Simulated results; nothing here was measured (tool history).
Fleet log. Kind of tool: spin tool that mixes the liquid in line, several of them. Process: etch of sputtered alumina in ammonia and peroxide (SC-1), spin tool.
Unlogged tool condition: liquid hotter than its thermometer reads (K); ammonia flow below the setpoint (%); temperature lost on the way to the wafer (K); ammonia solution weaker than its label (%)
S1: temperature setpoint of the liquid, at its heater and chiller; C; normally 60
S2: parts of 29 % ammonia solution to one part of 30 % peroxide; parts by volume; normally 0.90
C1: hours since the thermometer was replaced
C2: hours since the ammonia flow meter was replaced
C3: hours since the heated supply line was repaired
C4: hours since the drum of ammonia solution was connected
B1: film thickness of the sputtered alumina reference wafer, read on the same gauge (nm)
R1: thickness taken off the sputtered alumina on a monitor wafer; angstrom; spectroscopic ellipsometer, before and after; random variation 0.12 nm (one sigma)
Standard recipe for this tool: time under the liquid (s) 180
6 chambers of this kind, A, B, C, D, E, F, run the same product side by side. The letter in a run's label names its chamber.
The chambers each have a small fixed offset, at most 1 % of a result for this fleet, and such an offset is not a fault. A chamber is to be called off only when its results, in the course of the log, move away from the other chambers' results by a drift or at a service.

{"run": "1A", "hour": 3.8, "S1": 60, "S2": 0.9, "time under the liquid (s)": 180, "C1": 440.2, "C2": 171.0, "C3": 238.7, "C4": 41.3, "B1": 50.003, "R1": 169.49}
{"hour": 5.7, "done": "chamber F: heated supply line repaired"}
{"run": "2D", "hour": 6.8, "S1": 60, "S2": 0.9, "time under the liquid (s)": 180, "C1": 1055.3, "C2": 167.2, "C3": 2098.7, "C4": 296.7, "B1": 49.967, "R1": 173.88}
{"run": "3C", "hour": 11.6, "S1": 60, "S2": 0.9, "time under the liquid (s)": 180, "C1": 1196.2, "C2": 972.1, "C3": 63.5, "C4": 901.5, "B1": 50.006, "R1": 166.76}
{"run": "4F", "hour": 15.6, "S1": 60, "S2": 0.9, "time under the liquid (s)": 180, "C1": 662.3, "C2": 676.4, "C3": 9.9, "C4": 421.6, "B1": 49.994, "R1": 168.75}
{"hour": 16.4, "done": "chamber C: ammonia flow meter replaced"}
{"run": "5B", "hour": 19.0, "S1": 69, "S2": 0.9, "time under the liquid (s)": 230, "C1": 152.8, "C2": 443.3, "C3": 291.6, "C4": 291.0, "B1": 50.028, "R1": 338.63}
{"run": "6E", "hour": 24.9, "S1": 69, "S2": 0.9, "time under the liquid (s)": 230, "C1": 2024.2, "C2": 49.4, "C3": 303.6, "C4": 57.9, "B1": 50.002, "R1": 335.21}
{"run": "7B", "hour": 28.7, "S1": 69, "S2": 0.9, "time under the liquid (s)": 230, "C1": 162.5, "C2": 453.0, "C3": 301.3, "C4": 300.7, "B1": 49.996, "R1": 341.1}
{"run": "8E", "hour": 34.3, "S1": 69, "S2": 0.9, "time under the liquid (s)": 230, "C1": 2033.6, "C2": 58.8, "C3": 313.0, "C4": 67.3, "B1": 49.984, "R1": 339.39}
{"run": "9D", "hour": 37.6, "S1": 69, "S2": 0.9, "time under the liquid (s)": 230, "C1": 1086.1, "C2": 198.0, "C3": 2129.5, "C4": 327.5, "B1": 50.012, "R1": 341.24}
{"run": "10F", "hour": 42.4, "S1": 69, "S2": 0.9, "time under the liquid (s)": 230, "C1": 689.1, "C2": 703.2, "C3": 36.7, "C4": 448.4, "B1": 50.011, "R1": 341.94}
{"run": "11C", "hour": 45.2, "S1": 54, "S2": 0.9, "time under the liquid (s)": 270, "C1": 1229.8, "C2": 28.9, "C3": 97.1, "C4": 935.1, "B1": 50.014, "R1": 186.63}
{"run": "12A", "hour": 49.3, "S1": 54, "S2": 0.9, "time under the liquid (s)": 270, "C1": 485.7, "C2": 216.5, "C3": 284.2, "C4": 86.8, "B1": 49.986, "R1": 185.52}
{"run": "13D", "hour": 54.1, "S1": 54, "S2": 0.9, "time under the liquid (s)": 270, "C1": 1102.6, "C2": 214.5, "C3": 2146.0, "C4": 344.0, "B1": 50.046, "R1": 189.09}
{"run": "14B", "hour": 57.6, "S1": 54, "S2": 0.9, "time under the liquid (s)": 270, "C1": 191.4, "C2": 481.9, "C3": 330.2, "C4": 329.6, "B1": 49.983, "R1": 186.58}
{"run": "15A", "hour": 60.3, "S1": 54, "S2": 0.9, "time under the liquid (s)": 270, "C1": 496.7, "C2": 227.5, "C3": 295.2, "C4": 97.8, "B1": 49.984, "R1": 184.47}
{"run": "16C", "hour": 65.1, "S1": 54, "S2": 0.9, "time under the liquid (s)": 270, "C1": 1249.7, "C2": 48.8, "C3": 117.0, "C4": 955.0, "B1": 49.986, "R1": 185.02}
{"run": "17E", "hour": 70.5, "S1": 60, "S2": 0.9, "time under the liquid (s)": 180, "C1": 2069.8, "C2": 95.0, "C3": 349.2, "C4": 103.5, "B1": 50.006, "R1": 169.59}
{"run": "18F", "hour": 74.0, "S1": 60, "S2": 0.9, "time under the liquid (s)": 180, "C1": 720.7, "C2": 734.8, "C3": 68.3, "C4": 480.0, "B1": 49.988, "R1": 169.61}
{"run": "19A", "hour": 77.7, "S1": 60, "S2": 0.6, "time under the liquid (s)": 180, "C1": 514.1, "C2": 244.9, "C3": 312.6, "C4": 115.2, "B1": 49.983, "R1": 162.76}
{"run": "20F", "hour": 80.9, "S1": 60, "S2": 0.6, "time under the liquid (s)": 180, "C1": 727.6, "C2": 741.7, "C3": 75.2, "C4": 486.9, "B1": 49.985, "R1": 164.53}
{"run": "21E", "hour": 85.1, "S1": 60, "S2": 0.6, "time under the liquid (s)": 180, "C1": 2084.4, "C2": 109.6, "C3": 363.8, "C4": 118.1, "B1": 49.992, "R1": 162.06}
{"run": "22C", "hour": 90.6, "S1": 60, "S2": 0.6, "time under the liquid (s)": 180, "C1": 1275.2, "C2": 74.3, "C3": 142.5, "C4": 980.5, "B1": 49.984, "R1": 165.18}
{"run": "23D", "hour": 95.9, "S1": 60, "S2": 0.6, "time under the liquid (s)": 180, "C1": 1144.4, "C2": 256.3, "C3": 2187.8, "C4": 385.8, "B1": 49.985, "R1": 166.52}
{"run": "24B", "hour": 99.5, "S1": 60, "S2": 0.6, "time under the liquid (s)": 180, "C1": 233.3, "C2": 523.8, "C3": 372.1, "C4": 371.5, "B1": 49.99, "R1": 164.85}
{"run": "25C", "hour": 104.1, "S1": 60, "S2": 0.9, "time under the liquid (s)": 180, "C1": 1288.7, "C2": 87.8, "C3": 156.0, "C4": 994.0, "B1": 49.974, "R1": 173.9}
{"run": "26B", "hour": 108.3, "S1": 60, "S2": 0.9, "time under the liquid (s)": 180, "C1": 242.1, "C2": 532.6, "C3": 380.9, "C4": 380.3, "B1": 49.993, "R1": 169.13}
{"run": "27E", "hour": 112.0, "S1": 60, "S2": 0.9, "time under the liquid (s)": 180, "C1": 2111.3, "C2": 136.5, "C3": 390.7, "C4": 145.0, "B1": 50.002, "R1": 168.33}
{"run": "28F", "hour": 116.5, "S1": 60, "S2": 0.9, "time under the liquid (s)": 180, "C1": 763.2, "C2": 777.3, "C3": 110.8, "C4": 522.5, "B1": 49.983, "R1": 172.39}
{"run": "29A", "hour": 120.5, "S1": 60, "S2": 0.9, "time under the liquid (s)": 180, "C1": 556.9, "C2": 287.7, "C3": 355.4, "C4": 158.0, "B1": 49.984, "R1": 171.02}
{"run": "30D", "hour": 125.7, "S1": 60, "S2": 1.15, "time under the liquid (s)": 275, "C1": 1174.2, "C2": 286.1, "C3": 2217.6, "C4": 415.6, "B1": 49.966, "R1": 271.17}
{"run": "31A", "hour": 131.3, "S1": 60, "S2": 1.15, "time under the liquid (s)": 275, "C1": 567.7, "C2": 298.5, "C3": 366.2, "C4": 168.8, "B1": 49.996, "R1": 265.92}
{"run": "32D", "hour": 136.9, "S1": 60, "S2": 1.15, "time under the liquid (s)": 275, "C1": 1185.4, "C2": 297.3, "C3": 2228.8, "C4": 426.8, "B1": 49.995, "R1": 266.36}
{"run": "33E", "hour": 142.8, "S1": 60, "S2": 1.15, "time under the liquid (s)": 275, "C1": 2142.1, "C2": 167.3, "C3": 421.5, "C4": 175.8, "B1": 50.014, "R1": 267.57}
{"run": "34C", "hour": 145.6, "S1": 60, "S2": 1.15, "time under the liquid (s)": 275, "C1": 1330.2, "C2": 129.3, "C3": 197.5, "C4": 1035.5, "B1": 50.015, "R1": 277.1}
{"run": "35B", "hour": 148.4, "S1": 60, "S2": 1.15, "time under the liquid (s)": 275, "C1": 282.2, "C2": 572.7, "C3": 421.0, "C4": 420.4, "B1": 50.039, "R1": 264.63}
{"run": "36F", "hour": 152.8, "S1": 60, "S2": 0.9, "time under the liquid (s)": 180, "C1": 799.5, "C2": 813.6, "C3": 147.1, "C4": 558.8, "B1": 49.973, "R1": 169.96}
{"run": "37B", "hour": 158.5, "S1": 60, "S2": 0.9, "time under the liquid (s)": 180, "C1": 292.3, "C2": 582.8, "C3": 431.1, "C4": 430.5, "B1": 49.977, "R1": 168.74}
{"run": "38D", "hour": 161.4, "S1": 60, "S2": 0.9, "time under the liquid (s)": 180, "C1": 1209.9, "C2": 321.8, "C3": 2253.3, "C4": 451.3, "B1": 50.01, "R1": 170.5}
{"run": "39F", "hour": 166.1, "S1": 60, "S2": 0.9, "time under the liquid (s)": 180, "C1": 812.8, "C2": 826.9, "C3": 160.4, "C4": 572.1, "B1": 49.974, "R1": 168.82}
{"run": "40E", "hour": 170.3, "S1": 60, "S2": 0.9, "time under the liquid (s)": 180, "C1": 2169.6, "C2": 194.8, "C3": 449.0, "C4": 203.3, "B1": 49.995, "R1": 168.8}
{"run": "41C", "hour": 174.8, "S1": 60, "S2": 0.9, "time under the liquid (s)": 180, "C1": 1359.4, "C2": 158.5, "C3": 226.7, "C4": 1064.7, "B1": 49.99, "R1": 180.11}

Is one chamber off against the others, does the gauge drift, or is nothing wrong? If a chamber is off, say which, and what the likeliest cause is.

Little by little, chamber C moves away from the other chambers.
Likeliest cause: liquid hotter than its thermometer reads (K) = 1.43.

Which of the 4 candidates below, each the usual settings with something changed and its results left as question marks, puts chamber C back in line with what the other chambers give on the usual settings?
A result is in line if it is within this distance of the other chambers' mean on the usual settings: R1 4.10 angstrom
{"run": "42C-1", "hour": 179.0, "S1": 59.5, "S2": 0.9, "time under the liquid (s)": 180, "R1": "?"}
{"run": "42C-2", "hour": 179.0, "S1": 60.5, "S2": 0.9, "time under the liquid (s)": 180, "R1": "?"}
{"run": "42C-3", "hour": 179.0, "S1": 59.5, "S2": 0.9, "time under the liquid (s)": 175, "R1": "?"}
{"run": "42C-4", "hour": 179.0, "S1": 60.5, "S2": 0.9, "time under the liquid (s)": 185, "R1": "?"}

On the usual settings, the other chambers give on average: R1 170.31 angstrom
run=42C-1 R1=176.97
run=42C-2 R1=186.29
run=42C-3 R1=172.06
run=42C-4 R1=191.47
The answer is 42C-3, which returns the chamber to within the allowed miss of the others.
